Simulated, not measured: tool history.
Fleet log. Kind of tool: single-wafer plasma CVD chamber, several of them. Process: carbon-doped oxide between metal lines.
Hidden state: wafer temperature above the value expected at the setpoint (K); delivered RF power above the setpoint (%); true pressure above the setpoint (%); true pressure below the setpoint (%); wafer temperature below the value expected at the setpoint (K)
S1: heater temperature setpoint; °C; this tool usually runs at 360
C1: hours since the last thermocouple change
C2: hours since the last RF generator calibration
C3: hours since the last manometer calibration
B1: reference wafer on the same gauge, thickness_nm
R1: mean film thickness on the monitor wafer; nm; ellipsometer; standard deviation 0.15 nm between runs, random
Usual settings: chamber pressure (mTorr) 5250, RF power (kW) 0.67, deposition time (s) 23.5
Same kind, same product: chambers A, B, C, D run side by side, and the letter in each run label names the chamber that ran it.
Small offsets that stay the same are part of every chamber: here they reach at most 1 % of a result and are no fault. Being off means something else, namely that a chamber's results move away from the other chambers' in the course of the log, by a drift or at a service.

run 1C hour=6.8 | S1=360 chamber_pressure_(mTorr)=5250 RF_power_(kW)=0.67 deposition_time_(s)=23.5 | C1=2053.3 C2=1042 C3=1296.3 | B1=125 | R1=141.2
run 2A hour=10.8 | S1=360 chamber_pressure_(mTorr)=5250 RF_power_(kW)=0.67 deposition_time_(s)=23.5 | C1=507 C2=698.3 C3=78.8 | B1=125.01 | R1=140.96
run 3D hour=19 | S1=360 chamber_pressure_(mTorr)=5250 RF_power_(kW)=0.67 deposition_time_(s)=23.5 | C1=768 C2=994.5 C3=201.2 | B1=124.97 | R1=140.54
run 4B hour=26.9 | S1=360 chamber_pressure_(mTorr)=5250 RF_power_(kW)=0.67 deposition_time_(s)=23.5 | C1=1741 C2=457.9 C3=1201.6 | B1=124.93 | R1=141.37
run 5C hour=31.4 | S1=360 chamber_pressure_(mTorr)=5250 RF_power_(kW)=0.67 deposition_time_(s)=23.5 | C1=2077.9 C2=1066.6 C3=1320.9 | B1=124.97 | R1=141.05
run 6B hour=36.8 | S1=360 chamber_pressure_(mTorr)=5250 RF_power_(kW)=0.67 deposition_time_(s)=23.5 | C1=1750.9 C2=467.8 C3=1211.5 | B1=124.93 | R1=141.33
run 7D hour=43.3 | S1=348 chamber_pressure_(mTorr)=4040 RF_power_(kW)=0.67 deposition_time_(s)=23.5 | C1=792.3 C2=1018.8 C3=225.5 | B1=124.87 | R1=140.12
run 8A hour=48.5 | S1=348 chamber_pressure_(mTorr)=4040 RF_power_(kW)=0.67 deposition_time_(s)=23.5 | C1=544.7 C2=736 C3=116.5 | B1=124.88 | R1=140.25
run 9A hour=56.2 | S1=348 chamber_pressure_(mTorr)=4040 RF_power_(kW)=0.67 deposition_time_(s)=23.5 | C1=552.4 C2=743.7 C3=124.2 | B1=124.9 | R1=140.29
run 10C hour=62.2 | S1=348 chamber_pressure_(mTorr)=4040 RF_power_(kW)=0.67 deposition_time_(s)=23.5 | C1=2108.7 C2=1097.4 C3=1351.7 | B1=124.9 | R1=140.31
run 11D hour=67.2 | S1=360 chamber_pressure_(mTorr)=5250 RF_power_(kW)=0.67 deposition_time_(s)=23.5 | C1=816.2 C2=1042.7 C3=249.4 | B1=124.85 | R1=140.48
run 12B hour=72.2 | S1=360 chamber_pressure_(mTorr)=5250 RF_power_(kW)=0.67 deposition_time_(s)=23.5 | C1=1786.3 C2=503.2 C3=1246.9 | B1=124.84 | R1=141.25
run 13B hour=76.6 | S1=374 chamber_pressure_(mTorr)=5250 RF_power_(kW)=0.73 deposition_time_(s)=23.5 | C1=1790.7 C2=507.6 C3=1251.3 | B1=124.84 | R1=143.78
run 14A hour=83.1 | S1=374 chamber_pressure_(mTorr)=5250 RF_power_(kW)=0.73 deposition_time_(s)=23.5 | C1=579.3 C2=770.6 C3=151.1 | B1=124.86 | R1=143.54
run 15D hour=86.7 | S1=374 chamber_pressure_(mTorr)=5250 RF_power_(kW)=0.73 deposition_time_(s)=23.5 | C1=835.7 C2=1062.2 C3=268.9 | B1=124.83 | R1=143.19
run 16C hour=91 | S1=374 chamber_pressure_(mTorr)=5250 RF_power_(kW)=0.73 deposition_time_(s)=23.5 | C1=2137.5 C2=1126.2 C3=1380.5 | B1=124.79 | R1=143.83
run 17A hour=95.3 | S1=360 chamber_pressure_(mTorr)=5250 RF_power_(kW)=0.67 deposition_time_(s)=23.5 | C1=591.5 C2=782.8 C3=163.3 | B1=124.77 | R1=140.83
run 18D hour=101.2 | S1=360 chamber_pressure_(mTorr)=5250 RF_power_(kW)=0.67 deposition_time_(s)=23.5 | C1=850.2 C2=1076.7 C3=283.4 | B1=124.78 | R1=140.19
run 19C hour=107.9 | S1=372 chamber_pressure_(mTorr)=5250 RF_power_(kW)=0.67 deposition_time_(s)=19.1 | C1=2154.4 C2=1143.1 C3=1397.4 | B1=124.82 | R1=111.73
run 20B hour=114.1 | S1=372 chamber_pressure_(mTorr)=5250 RF_power_(kW)=0.67 deposition_time_(s)=19.1 | C1=1828.2 C2=545.1 C3=1288.8 | B1=124.74 | R1=111.81
run 21B hour=121.1 | S1=372 chamber_pressure_(mTorr)=5250 RF_power_(kW)=0.67 deposition_time_(s)=19.1 | C1=1835.2 C2=552.1 C3=1295.8 | B1=124.76 | R1=111.87
-- hour=121.8 chamber B: thermocouple changed; heater temperature recalibrated
run 22D hour=128.8 | S1=372 chamber_pressure_(mTorr)=5250 RF_power_(kW)=0.67 deposition_time_(s)=19.1 | C1=877.8 C2=1104.3 C3=311 | B1=124.76 | R1=111.11
run 23A hour=134.1 | S1=360 chamber_pressure_(mTorr)=5250 RF_power_(kW)=0.67 deposition_time_(s)=23.5 | C1=630.3 C2=821.6 C3=202.1 | B1=124.72 | R1=140.72
run 24C hour=140.5 | S1=360 chamber_pressure_(mTorr)=5250 RF_power_(kW)=0.67 deposition_time_(s)=23.5 | C1=2187 C2=1175.7 C3=1430 | B1=124.7 | R1=140.55
run 25D hour=147 | S1=360 chamber_pressure_(mTorr)=5250 RF_power_(kW)=0.67 deposition_time_(s)=23.5 | C1=896 C2=1122.5 C3=329.2 | B1=124.7 | R1=140.26
run 26C hour=154 | S1=360 chamber_pressure_(mTorr)=5250 RF_power_(kW)=0.67 deposition_time_(s)=23.5 | C1=2200.5 C2=1189.2 C3=1443.5 | B1=124.68 | R1=140.58
run 27B hour=161.6 | S1=360 chamber_pressure_(mTorr)=5250 RF_power_(kW)=0.67 deposition_time_(s)=23.5 | C1=39.8 C2=592.6 C3=1336.3 | B1=124.68 | R1=141.31
run 28A hour=166.9 | S1=360 chamber_pressure_(mTorr)=5250 RF_power_(kW)=0.67 deposition_time_(s)=23.5 | C1=663.1 C2=854.4 C3=234.9 | B1=124.64 | R1=140.42
run 29A hour=172.3 | S1=360 chamber_pressure_(mTorr)=5250 RF_power_(kW)=0.67 deposition_time_(s)=23.5 | C1=668.5 C2=859.8 C3=240.3 | B1=124.68 | R1=140.72
run 30D hour=180 | S1=360 chamber_pressure_(mTorr)=5250 RF_power_(kW)=0.67 deposition_time_(s)=23.5 | C1=929 C2=1155.5 C3=362.2 | B1=124.66 | R1=140.17
run 31B hour=185.3 | S1=360 chamber_pressure_(mTorr)=5250 RF_power_(kW)=0.67 deposition_time_(s)=23.5 | C1=63.5 C2=616.3 C3=1360 | B1=124.64 | R1=141.1
run 32C hour=189.1 | S1=360 chamber_pressure_(mTorr)=5250 RF_power_(kW)=0.67 deposition_time_(s)=23.5 | C1=2235.6 C2=1224.3 C3=1478.6 | B1=124.59 | R1=140.49
run 33D hour=193.7 | S1=360 chamber_pressure_(mTorr)=5250 RF_power_(kW)=0.67 deposition_time_(s)=23.5 | C1=942.7 C2=1169.2 C3=375.9 | B1=124.6 | R1=140.2
run 34B hour=199.9 | S1=360 chamber_pressure_(mTorr)=5250 RF_power_(kW)=0.67 deposition_time_(s)=23.5 | C1=78.1 C2=630.9 C3=1374.6 | B1=124.56 | R1=140.93
run 35A hour=204 | S1=360 chamber_pressure_(mTorr)=5250 RF_power_(kW)=0.67 deposition_time_(s)=23.5 | C1=700.2 C2=891.5 C3=272 | B1=124.58 | R1=140.49
run 36C hour=209.7 | S1=360 chamber_pressure_(mTorr)=5250 RF_power_(kW)=0.67 deposition_time_(s)=23.5 | C1=2256.2 C2=1244.9 C3=1499.2 | B1=124.57 | R1=140.36
run 37C hour=217.7 | S1=360 chamber_pressure_(mTorr)=5250 RF_power_(kW)=0.67 deposition_time_(s)=23.5 | C1=2264.2 C2=1252.9 C3=1507.2 | B1=124.56 | R1=140.73
run 38D hour=225.9 | S1=360 chamber_pressure_(mTorr)=5250 RF_power_(kW)=0.67 deposition_time_(s)=23.5 | C1=974.9 C2=1201.4 C3=408.1 | B1=124.51 | R1=140.2
run 39A hour=233.4 | S1=360 chamber_pressure_(mTorr)=5250 RF_power_(kW)=0.67 deposition_time_(s)=23.5 | C1=729.6 C2=920.9 C3=301.4 | B1=124.53 | R1=140.32
run 40B hour=241.6 | S1=350 chamber_pressure_(mTorr)=4700 RF_power_(kW)=0.67 deposition_time_(s)=23.5 | C1=119.8 C2=672.6 C3=1416.3 | B1=124.54 | R1=142.4
run 41A hour=249.8 | S1=350 chamber_pressure_(mTorr)=4700 RF_power_(kW)=0.67 deposition_time_(s)=23.5 | C1=746 C2=937.3 C3=317.8 | B1=124.5 | R1=141.92
run 42D hour=256.5 | S1=350 chamber_pressure_(mTorr)=4700 RF_power_(kW)=0.67 deposition_time_(s)=23.5 | C1=1005.5 C2=1232 C3=438.7 | B1=124.48 | R1=141.54

Is one chamber out of step, is the gauge drifting, or do the chambers differ by no more than their own small offsets? For an off chamber, give its letter and the likeliest cause.

None of the chambers is off. What moves is the gauge, dragging all their readings along together.
Most likely cause: gauge reads low (%) = 0.43.
